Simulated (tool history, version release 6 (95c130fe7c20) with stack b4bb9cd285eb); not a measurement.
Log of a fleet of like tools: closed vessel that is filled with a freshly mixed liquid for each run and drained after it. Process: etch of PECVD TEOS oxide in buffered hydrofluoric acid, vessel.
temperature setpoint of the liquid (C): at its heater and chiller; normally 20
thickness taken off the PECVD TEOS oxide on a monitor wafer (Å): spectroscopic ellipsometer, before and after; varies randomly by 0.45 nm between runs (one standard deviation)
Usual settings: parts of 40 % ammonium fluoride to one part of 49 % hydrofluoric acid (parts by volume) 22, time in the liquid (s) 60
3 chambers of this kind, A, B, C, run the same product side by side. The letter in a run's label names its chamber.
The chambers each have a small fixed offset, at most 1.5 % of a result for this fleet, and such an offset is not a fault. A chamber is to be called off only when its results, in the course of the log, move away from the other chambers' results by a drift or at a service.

run     day  temperature setpoint of the liquid (C)  parts of 40 % ammonium fluoride to one part of 49 % hydrofluoric acid (parts by volume)  time in the liquid (s)  hours since the thermometer was replaced  hours since the hydrofluoric acid flow meter was replaced  read-back film thickness of the PECVD TEOS oxide reference wafer, read on the same gauge (nm)  thickness taken off the PECVD TEOS oxide on a monitor wafer (Å)
 1C   0.325                                      20                                                                                       22                      60                                      1804                                                      429.4                                                                                         60.013                                                           774.03
 2B   0.721                                      20                                                                                       22                      60                                     434.5                                                      670.6                                                                                         59.991                                                           784.38
 3A   1.154                                      20                                                                                       22                      60                                       270                                                     1013.5                                                                                         59.991                                                           772.79
 4C   1.712                                      20                                                                                       22                      60                                    1837.3                                                      462.7                                                                                         59.976                                                           781.97
 5A   2.246                                      20                                                                                       22                      60                                     296.2                                                     1039.7                                                                                          59.99                                                           774.74
 6B   2.571                                      20                                                                                       22                      60                                     478.9                                                        715                                                                                         59.984                                                           780.82
 7C   3.033                                      20                                                                                       22                      60                                      1869                                                      494.4                                                                                          59.99                                                           781.64
 8A   3.396                                      20                                                                                       22                      60                                     323.8                                                     1067.3                                                                                         59.999                                                           776.99
 9B   3.833                                      20                                                                                       22                      60                                     509.2                                                      745.3                                                                                         59.993                                                           779.75
10B   4.421                                      20                                                                                       22                      60                                     523.3                                                      759.4                                                                                         60.013                                                           784.07
11C   4.879                                      20                                                                                       22                      60                                    1913.3                                                      538.7                                                                                         60.007                                                           761.72
12A   5.188                                    24.5                                                                                       22                      60                                     366.8                                                     1110.3                                                                                          59.99                                                           999.28
13A   5.625                                    24.5                                                                                       22                      60                                     377.3                                                     1120.8                                                                                         59.993                                                           995.11
14B   6.112                                    24.5                                                                                       22                      60                                     563.9                                                        800                                                                                          60.02                                                           999.72
15C   6.708                                      20                                                                                       22                      60                                    1957.2                                                      582.6                                                                                         59.983                                                           756.99
16B   7.054                                      20                                                                                       22                      60                                     586.5                                                      822.6                                                                                         60.021                                                           775.85
17A   7.367                                      20                                                                                       22                      60                                     419.1                                                     1162.6                                                                                         59.993                                                           774.47
18C   7.958                                      20                                                                                       22                      60                                    1987.2                                                      612.6                                                                                         60.028                                                           750.05
19A   8.254                                      20                                                                                       22                      60                                     440.4                                                     1183.9                                                                                         60.018                                                           772.47
20C   8.621                                      20                                                                                       22                      60                                    2003.1                                                      628.5                                                                                             60                                                           747.13
21B   9.008                                      20                                                                                       22                      60                                     633.4                                                      869.5                                                                                         59.988                                                           775.35
22B   9.454                                      20                                                                                       22                      60                                     644.1                                                      880.2                                                                                         59.981                                                            773.8
23A   9.788                                      20                                                                                       22                      35                                     477.2                                                     1220.7                                                                                         60.012                                                           449.88
24C  10.112                                      20                                                                                       22                      35                                    2038.9                                                      664.3                                                                                          60.01                                                           427.99
25A  10.683                                      20                                                                                       22                      35                                     498.7                                                     1242.2                                                                                         59.992                                                           453.41
26C  11.304                                      20                                                                                       22                      60                                    2067.5                                                      692.9                                                                                         59.968                                                           728.55
27B  11.654                                      20                                                                                       22                      60                                     696.9                                                        933                                                                                         59.981                                                           777.35
28B  12.171                                      20                                                                                       22                      60                                     709.3                                                      945.4                                                                                         59.998                                                           789.38
29C  12.692                                      20                                                                                       22                      60                                    2100.8                                                      726.2                                                                                             60                                                           732.56
30A  13.158                                      20                                                                                       22                      60                                     558.1                                                     1301.6                                                                                         60.025                                                           769.83
31C  13.525                                      20                                                                                       22                      60                                    2120.8                                                      746.2                                                                                         60.032                                                           724.62
32A  14.021                                      20                                                                                       22                      60                                     578.8                                                     1322.3                                                                                          60.01                                                            783.9
33B  14.488                                      20                                                                                       22                      60                                     764.9                                                       1001                                                                                         60.016                                                           785.53

Next, every chamber runs the same settings. What will each give?
34A  14.958                                      18                                                                                       22                      60                                                                                                                                                                                                                                                                    ?
34B  14.958                                      18                                                                                       22                      60                                                                                                                                                                                                                                                                    ?
34C  14.958                                      18                                                                                       22                      60                                                                                                                                                                                                                                                                    ?

run  thickness taken off the PECVD TEOS oxide on a monitor wafer (Å)
34A                                                           685.85
34B                                                           705.94
34C                                                           635.78

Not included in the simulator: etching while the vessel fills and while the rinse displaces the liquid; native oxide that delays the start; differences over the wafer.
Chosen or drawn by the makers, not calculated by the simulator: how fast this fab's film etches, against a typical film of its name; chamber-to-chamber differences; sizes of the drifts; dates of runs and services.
